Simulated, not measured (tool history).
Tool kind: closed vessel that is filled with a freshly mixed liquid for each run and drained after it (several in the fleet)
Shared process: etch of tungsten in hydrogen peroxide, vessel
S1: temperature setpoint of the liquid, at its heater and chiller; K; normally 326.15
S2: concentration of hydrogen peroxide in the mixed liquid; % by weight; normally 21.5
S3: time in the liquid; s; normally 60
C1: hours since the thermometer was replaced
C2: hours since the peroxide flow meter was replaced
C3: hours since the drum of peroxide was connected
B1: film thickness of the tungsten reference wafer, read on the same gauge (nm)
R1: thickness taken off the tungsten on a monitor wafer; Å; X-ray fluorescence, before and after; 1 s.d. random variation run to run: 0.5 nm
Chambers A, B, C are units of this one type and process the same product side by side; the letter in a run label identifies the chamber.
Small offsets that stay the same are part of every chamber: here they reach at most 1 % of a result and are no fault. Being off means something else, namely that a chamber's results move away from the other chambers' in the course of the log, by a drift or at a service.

| run | hour | S1 | S2 | S3 | C1 | C2 | C3 | B1 | R1 |
|---|---|---|---|---|---|---|---|---|---|
| 1C | 3.3 | 326.15 | 21.5 | 60 | 379.8 | 368.8 | 313.9 | 40.021 | 1194.50 |
| 2B | 10.0 | 326.15 | 21.5 | 60 | 27.0 | 1350.4 | 108.9 | 40.026 | 1182.30 |
| 3A | 14.3 | 326.15 | 21.5 | 60 | 362.5 | 656.2 | 745.0 | 40.015 | 1189.50 |
| 4B | 18.6 | 326.15 | 21.5 | 60 | 35.6 | 1359.0 | 117.5 | 39.982 | 1189.70 |
| 5C | 24.3 | 326.15 | 21.5 | 60 | 400.8 | 389.8 | 334.9 | 40.005 | 1199.00 |
| 6A | 31.7 | 326.15 | 21.5 | 60 | 379.9 | 673.6 | 762.4 | 39.988 | 1189.40 |
| 7B | 38.4 | 326.15 | 21.5 | 60 | 55.4 | 1378.8 | 137.3 | 40.045 | 1184.20 |
| 8A | 44.5 | 326.15 | 21.5 | 60 | 392.7 | 686.4 | 775.2 | 39.986 | 1187.80 |
| 9C | 51.1 | 326.15 | 21.5 | 60 | 427.6 | 416.6 | 361.7 | 39.999 | 1182.60 |
| 10C | 54.4 | 326.15 | 21.5 | 60 | 430.9 | 419.9 | 365.0 | 40.002 | 1184.20 |
| 11B | 58.5 | 326.15 | 21.5 | 60 | 75.5 | 1398.9 | 157.4 | 39.991 | 1188.90 |
| 12A | 65.5 | 326.15 | 21.5 | 60 | 413.7 | 707.4 | 796.2 | 39.974 | 1188.20 |
| 13C | 70.1 | 326.15 | 21.5 | 60 | 446.6 | 435.6 | 380.7 | 40.042 | 1182.40 |
| 14B | 75.6 | 326.15 | 21.5 | 60 | 92.6 | 1416.0 | 174.5 | 40.010 | 1192.40 |
| 15A | 79.1 | 326.15 | 21.5 | 60 | 427.3 | 721.0 | 809.8 | 40.037 | 1188.90 |
| 16B | 82.7 | 326.15 | 21.5 | 60 | 99.7 | 1423.1 | 181.6 | 40.008 | 1195.40 |
| 17A | 89.1 | 322.15 | 25.0 | 60 | 437.3 | 731.0 | 819.8 | 40.014 | 1001.40 |
| 18C | 94.7 | 322.15 | 25.0 | 60 | 471.2 | 460.2 | 405.3 | 40.005 | 997.64 |
| 19A | 100.0 | 322.15 | 25.0 | 60 | 448.2 | 741.9 | 830.7 | 39.997 | 991.58 |
| 20B | 105.6 | 326.15 | 21.5 | 60 | 122.6 | 1446.0 | 204.5 | 39.989 | 1181.00 |
| 21C | 110.0 | 326.15 | 21.5 | 60 | 486.5 | 475.5 | 420.6 | 40.015 | 1174.30 |
| 22C | 115.3 | 326.15 | 21.5 | 60 | 491.8 | 480.8 | 425.9 | 39.988 | 1174.40 |
| 23B | 119.7 | 332.65 | 21.5 | 60 | 136.7 | 1460.1 | 218.6 | 39.996 | 1746.00 |
| 24A | 125.2 | 332.65 | 21.5 | 60 | 473.4 | 767.1 | 855.9 | 39.984 | 1751.70 |
| 25B | 128.9 | 332.65 | 21.5 | 60 | 145.9 | 1469.3 | 227.8 | 40.002 | 1732.70 |
| 26C | 133.5 | 326.15 | 21.5 | 60 | 510.0 | 499.0 | 444.1 | 40.035 | 1172.40 |
| 27A | 137.3 | 330.65 | 21.5 | 35 | 485.5 | 779.2 | 868.0 | 40.021 | 908.05 |
| 28B | 143.5 | 330.65 | 21.5 | 35 | 160.5 | 1483.9 | 242.4 | 40.027 | 905.18 |
| 29C | 148.6 | 330.65 | 21.5 | 35 | 525.1 | 514.1 | 459.2 | 39.997 | 893.69 |
| 30A | 155.3 | 326.15 | 21.5 | 60 | 503.5 | 797.2 | 886.0 | 39.987 | 1188.00 |
| 31C | 160.9 | 326.15 | 21.5 | 60 | 537.4 | 526.4 | 471.5 | 40.025 | 1165.40 |
| 32A | 166.1 | 326.15 | 21.5 | 60 | 514.3 | 808.0 | 896.8 | 39.995 | 1185.60 |
| 33B | 173.4 | 326.15 | 21.5 | 60 | 190.4 | 1513.8 | 272.3 | 40.026 | 1182.10 |
| 34A | 178.4 | 326.15 | 21.5 | 60 | 526.6 | 820.3 | 909.1 | 40.002 | 1183.20 |
| 35C | 184.0 | 326.15 | 16.5 | 90 | 560.5 | 549.5 | 494.6 | 40.032 | 1519.70 |
| 36B | 189.8 | 326.15 | 16.5 | 90 | 206.8 | 1530.2 | 288.7 | 40.019 | 1549.90 |
| 37A | 193.5 | 326.15 | 16.5 | 90 | 541.7 | 835.4 | 924.2 | 40.001 | 1559.80 |
| 38B | 200.6 | 326.15 | 21.5 | 60 | 217.6 | 1541.0 | 299.5 | 39.996 | 1192.30 |
| 39C | 204.6 | 326.15 | 21.5 | 60 | 581.1 | 570.1 | 515.2 | 39.998 | 1151.60 |
| 40C | 212.0 | 330.65 | 21.5 | 60 | 588.5 | 577.5 | 522.6 | 39.997 | 1505.60 |
| 41A | 216.9 | 330.65 | 21.5 | 60 | 565.1 | 858.8 | 947.6 | 39.997 | 1546.80 |

All 3 chambers run these settings next. Forecast each chamber's results:
| 42A | 222.3 | 326.15 | 21.5 | 60 |  |  |  |  | ? |
| 42B | 222.3 | 326.15 | 21.5 | 60 |  |  |  |  | ? |
| 42C | 222.3 | 326.15 | 21.5 | 60 |  |  |  |  | ? |

| run | R1 |
|---|---|
| 42A | 1196.00 |
| 42B | 1183.30 |
| 42C | 1146.70 |

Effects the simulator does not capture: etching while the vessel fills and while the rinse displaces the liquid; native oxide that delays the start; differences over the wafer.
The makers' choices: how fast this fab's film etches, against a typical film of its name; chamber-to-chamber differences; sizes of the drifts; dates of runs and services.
